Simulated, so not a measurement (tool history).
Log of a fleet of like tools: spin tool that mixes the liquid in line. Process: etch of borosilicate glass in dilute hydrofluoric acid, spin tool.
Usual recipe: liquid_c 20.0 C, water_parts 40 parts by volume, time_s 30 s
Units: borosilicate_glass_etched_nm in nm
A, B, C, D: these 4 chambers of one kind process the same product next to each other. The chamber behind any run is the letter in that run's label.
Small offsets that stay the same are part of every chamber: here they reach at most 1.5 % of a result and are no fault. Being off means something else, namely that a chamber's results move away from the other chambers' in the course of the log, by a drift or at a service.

run   hour  liquid_c  water_parts  time_s  hours since the thermometer was replaced  hours since the hydrofluoric acid flow meter was replaced  read-back film thickness of the borosilicate glass reference wafer, read on the same gauge (nm)  borosilicate_glass_etched_nm
       5.3  -- chamber C: hydrofluoric acid flow meter replaced
 1A    6.8      20.0           40      30                                     564.9                                                     1155.7                                                                                           119.99                        33.677
 2C   14.7      20.0           40      30                                     190.9                                                        9.5                                                                                           120.01                        33.940
 3B   21.9      20.0           40      30                                     290.3                                                     1025.6                                                                                           120.00                        33.466
 4D   33.3      20.0           40      30                                    1734.6                                                      189.0                                                                                           120.01                        33.985
 5D   42.8      20.0           40      30                                    1744.1                                                      198.5                                                                                           119.98                        34.257
      49.4  -- chamber A: hydrofluoric acid flow meter replaced
 6B   49.9      20.0           40      30                                     318.3                                                     1053.6                                                                                           119.99                        33.548
 7A   60.3      20.0           40      30                                     618.4                                                       11.0                                                                                           120.01                        33.902
 8C   67.6      23.0           35      30                                     243.8                                                       62.4                                                                                           120.00                        44.407
 9A   80.1      23.0           35      30                                     638.2                                                       30.8                                                                                           120.00                        44.234
10C   92.7      23.0           35      30                                     268.9                                                       87.5                                                                                           120.00                        44.481
11D  101.0      23.0           35      30                                    1802.3                                                      256.7                                                                                           119.98                        44.200
12B  113.6      17.5           30      30                                     382.0                                                     1117.3                                                                                           120.02                        40.573
13C  120.2      17.5           30      30                                     296.4                                                      115.0                                                                                           120.00                        41.467
14A  128.5      17.5           30      30                                     686.6                                                       79.2                                                                                           120.00                        41.449
     129.0  -- chamber A: thermometer replaced
15B  136.7      17.5           30      30                                     405.1                                                     1140.4                                                                                           120.01                        40.806
16D  147.6      20.0           40      30                                    1848.9                                                      303.3                                                                                           119.98                        34.070
17B  154.6      20.0           40      30                                     423.0                                                     1158.3                                                                                           119.99                        33.634
18A  167.3      20.0           40      50                                      38.4                                                      118.0                                                                                           120.01                        56.039
19D  177.9      20.0           40      50                                    1879.2                                                      333.6                                                                                           120.00                        56.801
20C  189.5      20.0           40      50                                     365.7                                                      184.3                                                                                           120.00                        56.510
21D  199.3      20.0           40      50                                    1900.6                                                      355.0                                                                                           119.99                        57.010
22B  211.9      20.0           40      30                                     480.3                                                     1215.6                                                                                           120.00                        33.602
23A  218.6      20.0           40      30                                      89.7                                                      169.3                                                                                           120.01                        33.883
24C  228.9      20.0           40      30                                     405.1                                                      223.7                                                                                           120.00                        34.126
25B  236.3      20.0           40      30                                     504.7                                                     1240.0                                                                                           119.99                        33.685
26A  246.7      20.0           40      30                                     117.8                                                      197.4                                                                                           119.99                        33.860
27C  259.0      20.0           40      30                                     435.2                                                      253.8                                                                                           119.98                        33.896
28D  267.9      20.0           40      45                                    1969.2                                                      423.6                                                                                           120.01                        51.078
29C  275.1      20.0           40      45                                     451.3                                                      269.9                                                                                           120.00                        51.144
30A  282.3      20.0           40      45                                     153.4                                                      233.0                                                                                           120.00                        50.871
31B  291.9      20.0           40      45                                     560.3                                                     1295.6                                                                                           120.01                        50.563
32D  301.5      20.0           40      30                                    2002.8                                                      457.2                                                                                           120.00                        34.213
33D  308.0      20.0           40      30                                    2009.3                                                      463.7                                                                                           120.01                        34.330
34C  320.6      20.0           40      30                                     496.8                                                      315.4                                                                                           120.01                        34.158

Each of the 4 chambers runs these same settings next. Fill in every chamber's results:
35A  330.1      20.0           40      30                                                                                                                                                                                                                                   ?
35B  330.1      20.0           40      30                                                                                                                                                                                                                                   ?
35C  330.1      20.0           40      30                                                                                                                                                                                                                                   ?
35D  330.1      20.0           40      30                                                                                                                                                                                                                                   ?

run  borosilicate_glass_etched_nm
35A                        33.842
35B                        33.368
35C                        33.954
35D                        33.965
